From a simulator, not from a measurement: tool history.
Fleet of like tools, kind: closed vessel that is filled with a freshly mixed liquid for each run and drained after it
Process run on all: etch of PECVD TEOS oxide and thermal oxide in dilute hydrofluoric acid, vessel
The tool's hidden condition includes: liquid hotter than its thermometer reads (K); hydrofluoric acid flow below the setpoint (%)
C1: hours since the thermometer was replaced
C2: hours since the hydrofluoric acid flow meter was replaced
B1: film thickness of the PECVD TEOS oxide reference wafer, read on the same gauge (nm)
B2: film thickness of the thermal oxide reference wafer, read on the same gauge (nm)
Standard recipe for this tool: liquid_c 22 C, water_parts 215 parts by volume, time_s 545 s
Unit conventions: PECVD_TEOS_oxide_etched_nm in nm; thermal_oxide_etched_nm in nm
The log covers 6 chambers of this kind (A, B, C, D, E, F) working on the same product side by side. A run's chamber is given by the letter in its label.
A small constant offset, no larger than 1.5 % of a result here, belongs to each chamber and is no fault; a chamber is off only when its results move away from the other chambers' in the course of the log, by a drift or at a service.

run 1E hour=8.9 | liquid_c=22 water_parts=215 time_s=545 | C1=1023.1 C2=602.8 | B1=120.02 B2=80.012 | PECVD_TEOS_oxide_etched_nm=25.0880 thermal_oxide_etched_nm=9.5274
run 2B hour=14.8 | liquid_c=22 water_parts=215 time_s=545 | C1=1345.7 C2=1253.7 | B1=119.95 B2=79.994 | PECVD_TEOS_oxide_etched_nm=24.8950 thermal_oxide_etched_nm=9.6168
run 3C hour=19.9 | liquid_c=22 water_parts=215 time_s=545 | C1=895.0 C2=259.0 | B1=120.01 B2=79.980 | PECVD_TEOS_oxide_etched_nm=24.6740 thermal_oxide_etched_nm=9.3777
run 4F hour=24.1 | liquid_c=22 water_parts=215 time_s=545 | C1=581.0 C2=383.3 | B1=120.02 B2=80.022 | PECVD_TEOS_oxide_etched_nm=25.0520 thermal_oxide_etched_nm=9.4189
run 5D hour=29.3 | liquid_c=22 water_parts=315 time_s=325 | C1=213.9 C2=257.8 | B1=119.98 B2=80.044 | PECVD_TEOS_oxide_etched_nm=9.2598 thermal_oxide_etched_nm=3.5980
run 6A hour=35.3 | liquid_c=22 water_parts=315 time_s=325 | C1=276.6 C2=524.2 | B1=119.98 B2=80.011 | PECVD_TEOS_oxide_etched_nm=9.1118 thermal_oxide_etched_nm=3.5636
run 7A hour=43.3 | liquid_c=22 water_parts=315 time_s=325 | C1=284.6 C2=532.2 | B1=119.98 B2=80.026 | PECVD_TEOS_oxide_etched_nm=9.0838 thermal_oxide_etched_nm=3.5336
run 8B hour=52.5 | liquid_c=22 water_parts=315 time_s=325 | C1=1383.4 C2=1291.4 | B1=119.99 B2=80.012 | PECVD_TEOS_oxide_etched_nm=9.2249 thermal_oxide_etched_nm=3.5394
run 9F hour=61.7 | liquid_c=22 water_parts=315 time_s=325 | C1=618.6 C2=420.9 | B1=119.99 B2=80.010 | PECVD_TEOS_oxide_etched_nm=9.1871 thermal_oxide_etched_nm=3.5251
run 10E hour=66.8 | liquid_c=22 water_parts=315 time_s=325 | C1=1081.0 C2=660.7 | B1=120.00 B2=80.028 | PECVD_TEOS_oxide_etched_nm=9.3196 thermal_oxide_etched_nm=3.5178
run 11C hour=74.4 | liquid_c=22 water_parts=215 time_s=320 | C1=949.5 C2=313.5 | B1=120.01 B2=80.006 | PECVD_TEOS_oxide_etched_nm=14.4930 thermal_oxide_etched_nm=5.5998
run 12D hour=81.5 | liquid_c=22 water_parts=215 time_s=320 | C1=266.1 C2=310.0 | B1=119.98 B2=80.007 | PECVD_TEOS_oxide_etched_nm=14.6380 thermal_oxide_etched_nm=5.6954
run 13F hour=88.6 | liquid_c=22 water_parts=215 time_s=320 | C1=645.5 C2=447.8 | B1=120.00 B2=80.005 | PECVD_TEOS_oxide_etched_nm=14.7340 thermal_oxide_etched_nm=5.6549
run 14B hour=94.8 | liquid_c=22 water_parts=215 time_s=320 | C1=1425.7 C2=1333.7 | B1=119.98 B2=80.019 | PECVD_TEOS_oxide_etched_nm=14.7250 thermal_oxide_etched_nm=5.6410
-- hour=100.8 chamber F: hydrofluoric acid flow meter replaced
run 15D hour=103.3 | liquid_c=22 water_parts=215 time_s=320 | C1=287.9 C2=331.8 | B1=120.00 B2=80.011 | PECVD_TEOS_oxide_etched_nm=14.5860 thermal_oxide_etched_nm=5.6308
run 16A hour=111.0 | liquid_c=22 water_parts=215 time_s=320 | C1=352.3 C2=599.9 | B1=120.02 B2=79.969 | PECVD_TEOS_oxide_etched_nm=14.4930 thermal_oxide_etched_nm=5.6314
run 17C hour=115.2 | liquid_c=22 water_parts=215 time_s=545 | C1=990.3 C2=354.3 | B1=119.98 B2=80.028 | PECVD_TEOS_oxide_etched_nm=25.1330 thermal_oxide_etched_nm=9.5209
run 18E hour=123.4 | liquid_c=22 water_parts=215 time_s=545 | C1=1137.6 C2=717.3 | B1=120.00 B2=79.998 | PECVD_TEOS_oxide_etched_nm=25.0650 thermal_oxide_etched_nm=9.4033
run 19B hour=129.1 | liquid_c=22 water_parts=215 time_s=420 | C1=1460.0 C2=1368.0 | B1=119.96 B2=79.999 | PECVD_TEOS_oxide_etched_nm=19.2880 thermal_oxide_etched_nm=7.3504
run 20A hour=138.5 | liquid_c=22 water_parts=215 time_s=420 | C1=379.8 C2=627.4 | B1=119.99 B2=80.052 | PECVD_TEOS_oxide_etched_nm=19.0820 thermal_oxide_etched_nm=7.3782
run 21F hour=146.2 | liquid_c=22 water_parts=215 time_s=420 | C1=703.1 C2=45.4 | B1=120.01 B2=80.009 | PECVD_TEOS_oxide_etched_nm=19.4560 thermal_oxide_etched_nm=7.2540
run 22C hour=152.1 | liquid_c=22 water_parts=215 time_s=420 | C1=1027.2 C2=391.2 | B1=120.03 B2=80.013 | PECVD_TEOS_oxide_etched_nm=19.1230 thermal_oxide_etched_nm=7.3426
-- hour=157.2 chamber E: thermometer replaced
run 23E hour=161.5 | liquid_c=22 water_parts=215 time_s=420 | C1=4.3 C2=755.4 | B1=120.02 B2=80.013 | PECVD_TEOS_oxide_etched_nm=19.1970 thermal_oxide_etched_nm=7.2794
run 24D hour=169.2 | liquid_c=22 water_parts=215 time_s=420 | C1=353.8 C2=397.7 | B1=120.01 B2=80.056 | PECVD_TEOS_oxide_etched_nm=19.1540 thermal_oxide_etched_nm=7.5048
run 25F hour=174.4 | liquid_c=22 water_parts=215 time_s=545 | C1=731.3 C2=73.6 | B1=120.03 B2=79.998 | PECVD_TEOS_oxide_etched_nm=25.2780 thermal_oxide_etched_nm=9.6093
run 26A hour=183.6 | liquid_c=22 water_parts=215 time_s=545 | C1=424.9 C2=672.5 | B1=120.01 B2=79.987 | PECVD_TEOS_oxide_etched_nm=24.4220 thermal_oxide_etched_nm=9.6040
run 27E hour=192.2 | liquid_c=22 water_parts=215 time_s=545 | C1=35.0 C2=786.1 | B1=120.00 B2=79.938 | PECVD_TEOS_oxide_etched_nm=24.8610 thermal_oxide_etched_nm=9.3136
run 28B hour=200.6 | liquid_c=22 water_parts=290 time_s=545 | C1=1531.5 C2=1439.5 | B1=120.01 B2=80.007 | PECVD_TEOS_oxide_etched_nm=17.0180 thermal_oxide_etched_nm=6.5310
run 29C hour=208.4 | liquid_c=22 water_parts=290 time_s=545 | C1=1083.5 C2=447.5 | B1=119.98 B2=79.978 | PECVD_TEOS_oxide_etched_nm=17.1810 thermal_oxide_etched_nm=6.5568
run 30D hour=214.9 | liquid_c=22 water_parts=290 time_s=545 | C1=399.5 C2=443.4 | B1=120.04 B2=80.039 | PECVD_TEOS_oxide_etched_nm=17.0890 thermal_oxide_etched_nm=6.7260
run 31E hour=221.4 | liquid_c=22 water_parts=290 time_s=545 | C1=64.2 C2=815.3 | B1=119.98 B2=80.017 | PECVD_TEOS_oxide_etched_nm=17.1130 thermal_oxide_etched_nm=6.4859
run 32D hour=227.1 | liquid_c=22 water_parts=290 time_s=545 | C1=411.7 C2=455.6 | B1=120.02 B2=80.020 | PECVD_TEOS_oxide_etched_nm=17.2250 thermal_oxide_etched_nm=6.6466
run 33A hour=234.9 | liquid_c=22 water_parts=290 time_s=545 | C1=476.2 C2=723.8 | B1=120.02 B2=79.986 | PECVD_TEOS_oxide_etched_nm=17.0510 thermal_oxide_etched_nm=6.6637
run 34F hour=241.7 | liquid_c=22 water_parts=215 time_s=545 | C1=798.6 C2=140.9 | B1=120.01 B2=80.004 | PECVD_TEOS_oxide_etched_nm=25.1590 thermal_oxide_etched_nm=9.5596
run 35B hour=247.2 | liquid_c=22 water_parts=215 time_s=545 | C1=1578.1 C2=1486.1 | B1=119.99 B2=79.995 | PECVD_TEOS_oxide_etched_nm=25.0290 thermal_oxide_etched_nm=9.5269
run 36C hour=254.6 | liquid_c=22 water_parts=215 time_s=545 | C1=1129.7 C2=493.7 | B1=119.97 B2=79.953 | PECVD_TEOS_oxide_etched_nm=24.8690 thermal_oxide_etched_nm=9.5218
run 37F hour=262.5 | liquid_c=22 water_parts=215 time_s=545 | C1=819.4 C2=161.7 | B1=119.98 B2=79.979 | PECVD_TEOS_oxide_etched_nm=25.2070 thermal_oxide_etched_nm=9.5547
run 38C hour=271.0 | liquid_c=22 water_parts=150 time_s=435 | C1=1146.1 C2=510.1 | B1=120.00 B2=79.951 | PECVD_TEOS_oxide_etched_nm=30.2230 thermal_oxide_etched_nm=11.6150
run 39B hour=276.5 | liquid_c=22 water_parts=150 time_s=435 | C1=1607.4 C2=1515.4 | B1=119.99 B2=79.999 | PECVD_TEOS_oxide_etched_nm=30.4390 thermal_oxide_etched_nm=11.7030

Read the log: is a single chamber off, either drifting away or since a service, is the gauge that measures every chamber drifting, or is nothing wrong beyond small per-chamber offsets? Name any odd chamber and what most likely caused it.

No chamber is off and the gauge is stable; the differences are just each chamber's small, constant offset.
